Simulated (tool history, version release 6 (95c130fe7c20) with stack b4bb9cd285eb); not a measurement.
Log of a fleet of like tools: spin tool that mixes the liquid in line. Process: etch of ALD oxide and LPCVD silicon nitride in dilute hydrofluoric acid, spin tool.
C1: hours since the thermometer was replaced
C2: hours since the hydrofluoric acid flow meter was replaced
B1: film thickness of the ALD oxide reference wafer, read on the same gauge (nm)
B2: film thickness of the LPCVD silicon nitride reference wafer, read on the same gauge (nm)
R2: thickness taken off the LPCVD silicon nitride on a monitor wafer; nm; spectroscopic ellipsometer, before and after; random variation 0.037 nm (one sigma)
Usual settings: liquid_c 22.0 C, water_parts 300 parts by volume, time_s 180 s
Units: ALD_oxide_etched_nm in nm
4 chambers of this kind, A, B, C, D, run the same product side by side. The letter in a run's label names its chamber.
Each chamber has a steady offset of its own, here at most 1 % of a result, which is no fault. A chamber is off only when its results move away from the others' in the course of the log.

run 1C day=0.217 | liquid_c=22.0 water_parts=300 time_s=180 | C1=1421.4 C2=1610.8 | B1=49.992 B2=79.985 | ALD_oxide_etched_nm=4.3808 R2=0.31494
run 2B day=0.333 | liquid_c=22.0 water_parts=300 time_s=180 | C1=402.4 C2=83.7 | B1=49.974 B2=79.985 | ALD_oxide_etched_nm=4.3591 R2=0.31365
run 3D day=0.512 | liquid_c=22.0 water_parts=300 time_s=180 | C1=1596.7 C2=2101.7 | B1=49.986 B2=79.990 | ALD_oxide_etched_nm=4.3870 R2=0.33310
run 4A day=0.621 | liquid_c=22.0 water_parts=300 time_s=180 | C1=466.1 C2=550.7 | B1=50.040 B2=79.975 | ALD_oxide_etched_nm=4.4001 R2=0.30378
run 5C day=0.779 | liquid_c=22.0 water_parts=300 time_s=180 | C1=1434.9 C2=1624.3 | B1=50.025 B2=80.016 | ALD_oxide_etched_nm=4.4300 R2=0.33787
run 6D day=0.896 | liquid_c=22.0 water_parts=300 time_s=180 | C1=1605.9 C2=2110.9 | B1=49.990 B2=80.030 | ALD_oxide_etched_nm=4.4553 R2=0.36680
run 7A day=1.088 | liquid_c=22.0 water_parts=300 time_s=180 | C1=477.3 C2=561.9 | B1=50.004 B2=80.002 | ALD_oxide_etched_nm=4.4707 R2=0.27907
run 8B day=1.221 | liquid_c=22.0 water_parts=300 time_s=180 | C1=423.7 C2=105.0 | B1=50.011 B2=80.008 | ALD_oxide_etched_nm=4.4040 R2=0.30055
run 9B day=1.408 | liquid_c=22.0 water_parts=400 time_s=135 | C1=428.2 C2=109.5 | B1=50.024 B2=80.005 | ALD_oxide_etched_nm=2.2522 R2=0.15577
run 10A day=1.504 | liquid_c=22.0 water_parts=400 time_s=135 | C1=487.3 C2=571.9 | B1=49.977 B2=80.004 | ALD_oxide_etched_nm=2.2777 R2=0.15072
run 11D day=1.638 | liquid_c=22.0 water_parts=400 time_s=135 | C1=1623.7 C2=2128.7 | B1=49.988 B2=80.005 | ALD_oxide_etched_nm=2.2613 R2=0.16970
run 12C day=1.762 | liquid_c=22.0 water_parts=400 time_s=135 | C1=1458.5 C2=1647.9 | B1=50.017 B2=79.995 | ALD_oxide_etched_nm=2.2786 R2=0.15930
run 13A day=1.929 | liquid_c=22.0 water_parts=300 time_s=180 | C1=497.5 C2=582.1 | B1=50.007 B2=79.988 | ALD_oxide_etched_nm=4.4244 R2=0.29001
run 14D day=2.121 | liquid_c=22.0 water_parts=300 time_s=180 | C1=1635.3 C2=2140.3 | B1=50.001 B2=80.011 | ALD_oxide_etched_nm=4.3744 R2=0.26042
run 15C day=2.308 | liquid_c=22.0 water_parts=300 time_s=180 | C1=1471.6 C2=1661.0 | B1=50.013 B2=80.004 | ALD_oxide_etched_nm=4.3921 R2=0.32813
run 16B day=2.454 | liquid_c=19.0 water_parts=365 time_s=180 | C1=453.3 C2=134.6 | B1=49.992 B2=80.000 | ALD_oxide_etched_nm=3.0926 R2=0.20529
run 17D day=2.638 | liquid_c=19.0 water_parts=365 time_s=180 | C1=1647.7 C2=2152.7 | B1=50.011 B2=80.006 | ALD_oxide_etched_nm=3.0536 R2=0.21081
run 18A day=2.821 | liquid_c=19.0 water_parts=365 time_s=180 | C1=518.9 C2=603.5 | B1=50.036 B2=80.015 | ALD_oxide_etched_nm=3.0507 R2=0.18962
run 19B day=2.946 | liquid_c=19.0 water_parts=365 time_s=180 | C1=465.1 C2=146.4 | B1=50.021 B2=80.020 | ALD_oxide_etched_nm=3.0451 R2=0.24214
run 20C day=3.117 | liquid_c=22.0 water_parts=300 time_s=180 | C1=1491.0 C2=1680.4 | B1=50.025 B2=80.013 | ALD_oxide_etched_nm=4.4372 R2=0.32712
run 21C day=3.246 | liquid_c=22.0 water_parts=300 time_s=180 | C1=1494.1 C2=1683.5 | B1=50.002 B2=80.024 | ALD_oxide_etched_nm=4.4093 R2=0.35121
run 22A day=3.354 | liquid_c=22.0 water_parts=420 time_s=180 | C1=531.7 C2=616.3 | B1=50.004 B2=80.002 | ALD_oxide_etched_nm=2.8626 R2=0.20434
run 23D day=3.554 | liquid_c=22.0 water_parts=420 time_s=180 | C1=1669.7 C2=2174.7 | B1=49.977 B2=79.998 | ALD_oxide_etched_nm=2.8063 R2=0.24627
run 24B day=3.754 | liquid_c=22.0 water_parts=420 time_s=180 | C1=484.5 C2=165.8 | B1=50.005 B2=80.019 | ALD_oxide_etched_nm=2.7773 R2=0.20822
run 25D day=3.900 | liquid_c=22.0 water_parts=420 time_s=180 | C1=1678.0 C2=2183.0 | B1=50.012 B2=79.996 | ALD_oxide_etched_nm=2.8066 R2=0.22726
run 26B day=4.042 | liquid_c=22.0 water_parts=300 time_s=180 | C1=491.4 C2=172.7 | B1=50.014 B2=80.001 | ALD_oxide_etched_nm=4.2654 R2=0.27022
run 27C day=4.212 | liquid_c=22.0 water_parts=300 time_s=180 | C1=1517.3 C2=1706.7 | B1=49.999 B2=80.000 | ALD_oxide_etched_nm=4.4571 R2=0.32486
run 28A day=4.375 | liquid_c=22.0 water_parts=300 time_s=180 | C1=556.2 C2=640.8 | B1=49.999 B2=79.994 | ALD_oxide_etched_nm=4.4396 R2=0.32137
run 29A day=4.571 | liquid_c=22.0 water_parts=300 time_s=180 | C1=560.9 C2=645.5 | B1=50.021 B2=80.024 | ALD_oxide_etched_nm=4.4420 R2=0.22574
run 30B day=4.783 | liquid_c=22.0 water_parts=300 time_s=180 | C1=509.2 C2=190.5 | B1=49.980 B2=80.003 | ALD_oxide_etched_nm=4.2387 R2=0.27625
run 31C day=4.929 | liquid_c=22.0 water_parts=300 time_s=180 | C1=1534.5 C2=1723.9 | B1=50.024 B2=80.019 | ALD_oxide_etched_nm=4.4173 R2=0.28070
run 32D day=5.042 | liquid_c=19.5 water_parts=300 time_s=180 | C1=1705.4 C2=2210.4 | B1=50.004 B2=79.994 | ALD_oxide_etched_nm=3.9836 R2=0.24327
run 33B day=5.262 | liquid_c=19.5 water_parts=300 time_s=180 | C1=520.7 C2=202.0 | B1=49.997 B2=80.017 | ALD_oxide_etched_nm=3.8286 R2=0.20483
run 34D day=5.462 | liquid_c=19.5 water_parts=300 time_s=180 | C1=1715.5 C2=2220.5 | B1=49.988 B2=79.982 | ALD_oxide_etched_nm=4.0048 R2=0.26358
run 35A day=5.662 | liquid_c=19.5 water_parts=300 time_s=180 | C1=587.1 C2=671.7 | B1=50.007 B2=79.983 | ALD_oxide_etched_nm=4.0450 R2=0.29000
run 36C day=5.792 | liquid_c=22.0 water_parts=300 time_s=180 | C1=1555.2 C2=1744.6 | B1=50.015 B2=79.994 | ALD_oxide_etched_nm=4.4556 R2=0.28365
run 37B day=5.929 | liquid_c=22.0 water_parts=300 time_s=180 | C1=536.7 C2=218.0 | B1=49.995 B2=79.987 | ALD_oxide_etched_nm=4.1693 R2=0.24284
run 38C day=6.033 | liquid_c=22.0 water_parts=155 time_s=115 | C1=1561.0 C2=1750.4 | B1=49.992 B2=80.033 | ALD_oxide_etched_nm=6.4045 R2=0.33114
run 39A day=6.142 | liquid_c=22.0 water_parts=155 time_s=115 | C1=598.6 C2=683.2 | B1=50.017 B2=79.994 | ALD_oxide_etched_nm=6.4850 R2=0.33764
run 40D day=6.304 | liquid_c=22.0 water_parts=155 time_s=115 | C1=1735.7 C2=2240.7 | B1=49.981 B2=80.009 | ALD_oxide_etched_nm=6.4015 R2=0.41865
run 41B day=6.500 | liquid_c=22.0 water_parts=155 time_s=115 | C1=550.4 C2=231.7 | B1=49.995 B2=80.005 | ALD_oxide_etched_nm=5.8268 R2=0.27624
run 42A day=6.692 | liquid_c=22.0 water_parts=300 time_s=180 | C1=611.8 C2=696.4 | B1=50.011 B2=79.982 | ALD_oxide_etched_nm=4.4638 R2=0.29378
run 43D day=6.796 | liquid_c=22.0 water_parts=300 time_s=180 | C1=1747.5 C2=2252.5 | B1=49.987 B2=80.010 | ALD_oxide_etched_nm=4.3933 R2=0.29260

What goes on in this fleet: one chamber off, a drifting gauge, or nothing beyond the chambers' own small offsets? Name the chamber and the cause, if any.

Chamber B drifts away from the others.
Cause: liquid colder than its thermometer reads (K) = 1.89.

Here are 4 candidates for chamber B's next run, each the usual settings with a change, their results left as question marks. Which one brings its results back in line with what the others give on the usual settings?
In line means no further than this from the other chambers' mean on the usual settings: ALD_oxide_etched_nm 0.0960 nm; R2 0.13000 nm
run 44B-1 day=6.954 | liquid_c=23.0 water_parts=310 time_s=195 | ALD_oxide_etched_nm=? R2=?
run 44B-2 day=6.954 | liquid_c=24.5 water_parts=320 time_s=210 | ALD_oxide_etched_nm=? R2=?
run 44B-3 day=6.954 | liquid_c=20.0 water_parts=285 time_s=155 | ALD_oxide_etched_nm=? R2=?
run 44B-4 day=6.954 | liquid_c=21.0 water_parts=290 time_s=165 | ALD_oxide_etched_nm=? R2=?

The other chambers' mean on the usual settings: ALD_oxide_etched_nm 4.4180 nm; R2 0.29564 nm
run=44B-1 ALD_oxide_etched_nm=4.4304 R2=0.27551
run=44B-2 ALD_oxide_etched_nm=4.8292 R2=0.31558
run=44B-3 ALD_oxide_etched_nm=3.5075 R2=0.19625
run=44B-4 ALD_oxide_etched_nm=3.7918 R2=0.21906
44B-1 brings the chamber back in line.
